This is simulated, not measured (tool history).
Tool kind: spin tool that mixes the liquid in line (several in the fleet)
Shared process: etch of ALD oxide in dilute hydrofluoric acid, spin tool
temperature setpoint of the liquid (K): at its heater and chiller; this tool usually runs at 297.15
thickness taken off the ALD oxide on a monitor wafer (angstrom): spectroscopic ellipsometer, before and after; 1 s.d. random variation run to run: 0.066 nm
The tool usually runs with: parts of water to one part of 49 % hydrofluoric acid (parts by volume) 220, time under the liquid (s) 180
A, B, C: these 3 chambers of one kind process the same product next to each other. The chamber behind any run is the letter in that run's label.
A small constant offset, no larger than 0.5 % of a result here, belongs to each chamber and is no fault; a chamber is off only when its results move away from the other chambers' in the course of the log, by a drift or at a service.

run   hour  temperature setpoint of the liquid (K)  parts of water to one part of 49 % hydrofluoric acid (parts by volume)  time under the liquid (s)  hours since the thermometer was replaced  hours since the hydrofluoric acid flow meter was replaced  read-back film thickness of the ALD oxide reference wafer, read on the same gauge (nm)  thickness taken off the ALD oxide on a monitor wafer (angstrom)
 1A   13.1                                  297.15                                                                     220                        180                                    1948.7                                                      300.4                                                                                  120.04                                                           70.167
 2C   25.1                                  297.15                                                                     220                        180                                    1331.5                                                      796.7                                                                                     120                                                           69.744
 3B   35.3                                  297.15                                                                     220                        180                                    1570.5                                                     1146.1                                                                                  119.98                                                           68.949
 4C   48.3                                  297.15                                                                     220                        180                                    1354.7                                                      819.9                                                                                  119.98                                                           71.185
 5A   62.2                                  297.15                                                                     220                        180                                    1997.8                                                      349.5                                                                                  120.03                                                           69.898
 6B   75.9                                  297.15                                                                     220                        180                                    1611.1                                                     1186.7                                                                                  120.03                                                           70.883
 7A     89                                  297.15                                                                     220                        180                                    2024.6                                                      376.3                                                                                  120.01                                                           70.392
 8B  102.2                                  297.15                                                                     220                        180                                    1637.4                                                       1213                                                                                  120.01                                                           70.196
 9C  112.6                                  297.15                                                                     220                        180                                      1419                                                      884.2                                                                                  120.04                                                           71.257
10C  124.3                                  297.15                                                                     220                        180                                    1430.7                                                      895.9                                                                                  120.02                                                           70.801
     131.6  -- chamber A: thermometer replaced
11A  134.4                                  297.15                                                                     220                        180                                       2.9                                                      421.7                                                                                  120.06                                                           68.838
12B  142.6                                  297.15                                                                     220                        180                                    1677.8                                                     1253.4                                                                                  120.05                                                           70.204
13C  149.1                                  297.15                                                                     315                        180                                    1455.5                                                      920.7                                                                                  119.97                                                           44.696
14A  162.9                                  297.15                                                                     315                        180                                      31.4                                                      450.2                                                                                     120                                                           43.821
15B  174.9                                  297.15                                                                     315                        180                                    1710.1                                                     1285.7                                                                                     120                                                           45.325
16B  183.6                                  297.15                                                                     220                        180                                    1718.8                                                     1294.4                                                                                  120.01                                                           70.529
17C  196.1                                  299.15                                                                     300                        180                                    1502.5                                                      967.7                                                                                  120.01                                                           50.789
18A  206.1                                  299.15                                                                     300                        180                                      74.6                                                      493.4                                                                                  120.02                                                           49.387
19C  212.3                                  299.15                                                                     300                        180                                    1518.7                                                      983.9                                                                                     120                                                           50.496
20A  224.2                                  297.15                                                                     220                        180                                      92.7                                                      511.5                                                                                  119.99                                                           68.743
21B  235.8                                  297.15                                                                     220                        180                                      1771                                                     1346.6                                                                                  120.03                                                           70.751
22A  247.8                                  300.15                                                                     255                        180                                     116.3                                                      535.1                                                                                  120.01                                                           63.467
23C  258.8                                  300.15                                                                     255                        180                                    1565.2                                                     1030.4                                                                                  120.01                                                           64.813
     262.6  -- chamber C: hydrofluoric acid flow meter replaced
24B  267.1                                  300.15                                                                     255                        180                                    1802.3                                                     1377.9                                                                                  120.02                                                           64.991
25A  274.2                                  297.15                                                                     220                        180                                     142.7                                                      561.5                                                                                  119.99                                                           68.131
26C  286.3                                  297.15                                                                     220                        180                                    1592.7                                                       23.7                                                                                  120.01                                                               70
27B  294.4                                  297.15                                                                     220                        180                                    1829.6                                                     1405.2                                                                                  120.01                                                           70.005
28B  304.1                                  297.15                                                                     220                        180                                    1839.3                                                     1414.9                                                                                     120                                                           70.675
29C  316.9                                  297.15                                                                     220                        180                                    1623.3                                                       54.3                                                                                  119.97                                                           71.132
30A  324.7                                  297.15                                                                     220                        180                                     193.2                                                        612                                                                                  120.01                                                           67.701
31C    338                                  297.15                                                                     220                        180                                    1644.4                                                       75.4                                                                                     120                                                           70.262
32A  349.9                                  297.15                                                                     220                        180                                     218.4                                                      637.2                                                                                  119.98                                                           67.034

All 3 chambers run these settings next. Forecast each chamber's results:
33A   360                                  294.65                                                                     220                        180                                                                                                                                                                                                                                                             ?
33B   360                                  294.65                                                                     220                        180                                                                                                                                                                                                                                                             ?
33C   360                                  294.65                                                                     220                        180                                                                                                                                                                                                                                                             ?

run  thickness taken off the ALD oxide on a monitor wafer (angstrom)
33A                                                           60.528
33B                                                           63.957
33C                                                           64.127
